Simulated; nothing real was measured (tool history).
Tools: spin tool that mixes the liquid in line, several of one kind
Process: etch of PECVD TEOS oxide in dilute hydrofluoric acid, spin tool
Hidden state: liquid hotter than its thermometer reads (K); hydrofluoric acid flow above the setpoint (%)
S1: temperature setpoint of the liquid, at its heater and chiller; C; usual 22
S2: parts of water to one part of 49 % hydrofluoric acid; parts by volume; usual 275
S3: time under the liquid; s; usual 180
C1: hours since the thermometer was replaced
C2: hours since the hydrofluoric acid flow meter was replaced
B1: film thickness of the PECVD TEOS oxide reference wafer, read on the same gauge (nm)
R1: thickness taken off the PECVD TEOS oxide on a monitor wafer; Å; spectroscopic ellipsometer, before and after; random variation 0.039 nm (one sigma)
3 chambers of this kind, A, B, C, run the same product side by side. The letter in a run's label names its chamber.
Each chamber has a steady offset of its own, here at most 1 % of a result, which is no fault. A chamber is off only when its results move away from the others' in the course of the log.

run   hour  S1   S2   S3      C1     C2      B1      R1
 1B    7.3  22  275  180  1137.3  565.7  130.00  43.289
 2C   16.1  22  275  180  1551.8  358.7  130.00  43.936
 3A   29.4  22  275  180  1160.7  243.0  130.00  43.287
 4C   37.7  22  275  180  1573.4  380.3  130.03  43.772
 5A   46.8  22  275  180  1178.1  260.4  129.95  43.127
 6B   60.0  22  275  180  1190.0  618.4  130.00  43.754
 7A   67.9  22  275  180  1199.2  281.5  130.01  43.100
 8C   79.1  22  275  180  1614.8  421.7  129.99  42.746
 9B   90.7  22  275  180  1220.7  649.1  129.97  43.459
10A   98.3  22  275  180  1229.6  311.9  130.01  43.159
11B  109.1  22  275  180  1239.1  667.5  130.00  43.109
12C  122.4  22  275  180  1658.1  465.0  130.02  42.417
13B  132.5  22  275  180  1262.5  690.9  130.03  43.158
14C  142.8  22  275  180  1678.5  485.4  129.97  42.955
15A  150.1  22  275  180  1281.4  363.7  130.02  43.615
16A  160.8  22  275  180  1292.1  374.4  129.97  44.108
17C  168.5  22  275  180  1704.2  511.1  129.99  43.140
18B  176.5  22  275  180  1306.5  734.9  130.02  43.929
19A  189.8  22  275  180  1321.1  403.4  130.03  44.783
20C  198.7  22  275  180  1734.4  541.3  130.00  43.516
21B  208.1  22  405  230  1338.1  766.5  129.99  33.052
22C  218.4  22  405  230  1754.1  561.0  129.98  34.209
23B  226.7  22  405  230  1356.7  785.1  130.03  33.270
24A  236.9  22  275  180  1368.2  450.5  130.00  45.647
25A  248.6  22  275  180  1379.9  462.2  130.00  45.889
26C  261.4  22  275  180  1797.1  604.0  130.02  42.513
27B  274.6  22  275  180  1404.6  833.0  129.99  43.604
28B  287.3  22  275  180  1417.3  845.7  130.01  42.970
29C  295.0  22  275  180  1830.7  637.6  130.02  43.049
30A  302.8  22  275  180  1434.1  516.4  129.97  46.350
31A  312.9  22  275  180  1444.2  526.5  130.02  47.490
32C  321.4  22  275  180  1857.1  664.0  130.01  43.180
33B  333.8  22  275  180  1463.8  892.2  130.03  43.078
34B  339.8  22  275  180  1469.8  898.2  129.99  43.535
35C  348.3  22  275  180  1884.0  690.9  130.01  43.200

Is one chamber off against the others, does the gauge drift, or is nothing wrong? If a chamber is off, say which, and what the likeliest cause is.

Chamber A drifts away from the others.
Cause: hydrofluoric acid flow above the setpoint (%) = 9.95.

Here are 4 candidates for chamber A's next run, each the usual settings with a change, their results left as question marks. Which one brings its results back in line with what the others give on the usual settings?
In line means no further than this from the other chambers' mean on the usual settings: R1 1.400 Å
36A-1  357.9  22.0  250  180               ?
36A-2  357.9  23.5  275  180               ?
36A-3  357.9  22.0  280  175               ?
36A-4  357.9  22.0  300  180               ?

The other chambers' mean on the usual settings: R1 43.320 Å
  run      R1
36A-1  54.710
36A-2  51.273
36A-3  46.185
36A-4  43.542
36A-4 brings the chamber back in line.
